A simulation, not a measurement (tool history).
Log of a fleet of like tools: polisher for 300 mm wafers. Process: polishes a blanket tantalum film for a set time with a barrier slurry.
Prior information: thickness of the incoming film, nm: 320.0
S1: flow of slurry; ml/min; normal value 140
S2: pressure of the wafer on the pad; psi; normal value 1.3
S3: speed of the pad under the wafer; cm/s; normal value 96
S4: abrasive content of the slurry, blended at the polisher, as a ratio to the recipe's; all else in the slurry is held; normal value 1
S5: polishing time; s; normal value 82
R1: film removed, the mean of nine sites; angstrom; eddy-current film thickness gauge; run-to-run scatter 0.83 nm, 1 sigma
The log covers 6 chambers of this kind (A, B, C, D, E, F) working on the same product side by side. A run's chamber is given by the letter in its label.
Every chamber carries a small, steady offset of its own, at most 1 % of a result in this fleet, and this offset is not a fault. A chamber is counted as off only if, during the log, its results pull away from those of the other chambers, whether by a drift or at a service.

| run | hour | S1 | S2 | S3 | S4 | S5 | R1 |
|---|---|---|---|---|---|---|---|
|  | 0.8 | chamber E: slurry blender recalibrated |
| 1A | 7.7 | 140 | 1.3 | 96 | 1 | 82 | 749.76 |
| 2D | 19.1 | 140 | 1.3 | 96 | 1 | 82 | 763.01 |
| 3F | 29.0 | 140 | 1.3 | 96 | 1 | 82 | 746.23 |
|  | 32.6 | chamber F: slurry nozzle cleaned |
| 4C | 41.2 | 140 | 1.3 | 96 | 1 | 82 | 745.66 |
|  | 41.4 | chamber C: worn pad replaced by a new one |
|  | 42.8 | chamber B: worn pad replaced by a new one |
|  | 42.8 | chamber D: worn pad replaced by a new one |
|  | 49.0 | chamber A: worn pad replaced by a new one |
| 5B | 53.8 | 140 | 1.3 | 96 | 1 | 82 | 756.10 |
| 6E | 66.0 | 140 | 1.3 | 96 | 1 | 82 | 762.20 |
|  | 71.3 | chamber A: slurry blender recalibrated |
|  | 78.7 | chamber E: worn pad replaced by a new one |
| 7A | 78.9 | 140 | 1.3 | 122 | 1 | 82 | 957.46 |
| 8F | 85.6 | 140 | 1.3 | 122 | 1 | 82 | 956.47 |
|  | 89.0 | chamber D: slurry blender recalibrated |
| 9B | 91.6 | 140 | 1.3 | 122 | 1 | 82 | 965.62 |
| 10E | 98.8 | 140 | 1.3 | 122 | 1 | 82 | 980.87 |
|  | 103.6 | chamber F: worn pad replaced by a new one |
|  | 104.1 | chamber C: slurry nozzle cleaned |
| 11C | 109.3 | 140 | 1.3 | 122 | 1 | 82 | 947.95 |
|  | 116.0 | chamber C: worn pad replaced by a new one |
| 12D | 120.0 | 140 | 1.3 | 122 | 1 | 82 | 952.55 |
| 13C | 132.5 | 140 | 1.3 | 96 | 1 | 82 | 758.48 |
|  | 138.7 | chamber D: worn pad replaced by a new one |
| 14D | 145.6 | 100 | 0.8 | 96 | 1 | 82 | 453.52 |
|  | 148.9 | chamber A: slurry nozzle cleaned |
| 15B | 155.0 | 100 | 0.8 | 96 | 1 | 82 | 439.94 |
| 16F | 162.7 | 100 | 0.8 | 96 | 1 | 82 | 438.57 |
|  | 165.6 | chamber D: head pressure recalibrated |
| 17E | 172.2 | 100 | 0.8 | 96 | 1 | 82 | 436.91 |
|  | 175.2 | chamber B: worn pad replaced by a new one |
|  | 183.9 | chamber A: worn pad replaced by a new one |
| 18A | 184.2 | 100 | 0.8 | 96 | 1 | 82 | 435.01 |
|  | 192.8 | chamber C: worn pad replaced by a new one |
| 19F | 196.5 | 100 | 0.8 | 96 | 1 | 82 | 441.24 |
|  | 198.8 | chamber E: worn pad replaced by a new one |
|  | 201.4 | chamber B: head pressure recalibrated |
|  | 203.6 | chamber C: slurry blender recalibrated |
| 20C | 205.6 | 140 | 1.5 | 96 | 1 | 100 | 1047.80 |
|  | 209.5 | chamber F: slurry blender recalibrated |
| 21B | 218.1 | 140 | 1.5 | 96 | 1 | 100 | 1067.90 |
| 22E | 225.7 | 140 | 1.5 | 96 | 1 | 100 | 1086.60 |
|  | 229.3 | chamber B: slurry blender recalibrated |
|  | 229.3 | chamber F: worn pad replaced by a new one |
|  | 236.7 | chamber D: worn pad replaced by a new one |
| 23A | 239.5 | 140 | 1.5 | 96 | 1 | 100 | 1080.50 |
|  | 250.7 | chamber A: slurry blender recalibrated |
| 24D | 253.4 | 140 | 1.5 | 96 | 1 | 100 | 1066.60 |
| 25D | 266.6 | 140 | 1.5 | 96 | 1 | 100 | 1062.00 |
|  | 273.8 | chamber C: worn pad replaced by a new one |
| 26B | 278.6 | 140 | 1.3 | 96 | 1 | 82 | 775.98 |
|  | 288.1 | chamber E: slurry blender recalibrated |
| 27A | 290.7 | 140 | 1.3 | 96 | 1 | 82 | 748.66 |
|  | 295.4 | chamber A: worn pad replaced by a new one |
|  | 295.7 | chamber C: head pressure recalibrated |
|  | 298.9 | chamber B: worn pad replaced by a new one |
| 28F | 300.3 | 140 | 1.3 | 96 | 1 | 82 | 757.88 |
| 29E | 311.5 | 140 | 1.3 | 96 | 1 | 82 | 759.60 |
|  | 315.7 | chamber D: worn pad replaced by a new one |
| 30C | 323.8 | 140 | 1.3 | 96 | 1 | 82 | 750.95 |
|  | 327.1 | chamber E: worn pad replaced by a new one |
|  | 333.4 | chamber F: worn pad replaced by a new one |
| 31C | 336.7 | 140 | 1.3 | 96 | 1 | 82 | 747.92 |
| 32F | 345.2 | 140 | 1.3 | 96 | 1 | 82 | 747.25 |
| 33D | 354.8 | 140 | 1.7 | 124 | 1 | 82 | 1271.00 |
| 34A | 365.9 | 140 | 1.7 | 124 | 1 | 82 | 1273.20 |
| 35B | 374.2 | 140 | 1.7 | 124 | 1 | 82 | 1268.30 |
| 36E | 385.0 | 140 | 1.7 | 124 | 1 | 82 | 1222.60 |
| 37B | 391.8 | 140 | 1.7 | 124 | 1 | 82 | 1286.90 |
|  | 399.6 | chamber D: slurry blender recalibrated |
|  | 401.4 | chamber D: worn pad replaced by a new one |
| 38D | 405.2 | 140 | 1.7 | 124 | 1 | 82 | 1295.40 |
|  | 406.9 | chamber A: slurry blender recalibrated |
|  | 412.1 | chamber A: worn pad replaced by a new one |
| 39A | 414.2 | 140 | 1.3 | 96 | 1 | 82 | 765.10 |
| 40F | 426.3 | 140 | 1.3 | 66 | 1 | 96 | 616.35 |
| 41E | 433.0 | 140 | 1.3 | 66 | 1 | 96 | 575.55 |

All 6 chambers run these settings next. Forecast each chamber's results:
| 42A | 442.9 | 140 | 1.3 | 96 | 1 | 82 | ? |
| 42B | 442.9 | 140 | 1.3 | 96 | 1 | 82 | ? |
| 42C | 442.9 | 140 | 1.3 | 96 | 1 | 82 | ? |
| 42D | 442.9 | 140 | 1.3 | 96 | 1 | 82 | ? |
| 42E | 442.9 | 140 | 1.3 | 96 | 1 | 82 | ? |
| 42F | 442.9 | 140 | 1.3 | 96 | 1 | 82 | ? |

| run | R1 |
|---|---|
| 42A | 765.84 |
| 42B | 766.27 |
| 42C | 760.12 |
| 42D | 761.76 |
| 42E | 711.23 |
| 42F | 754.40 |
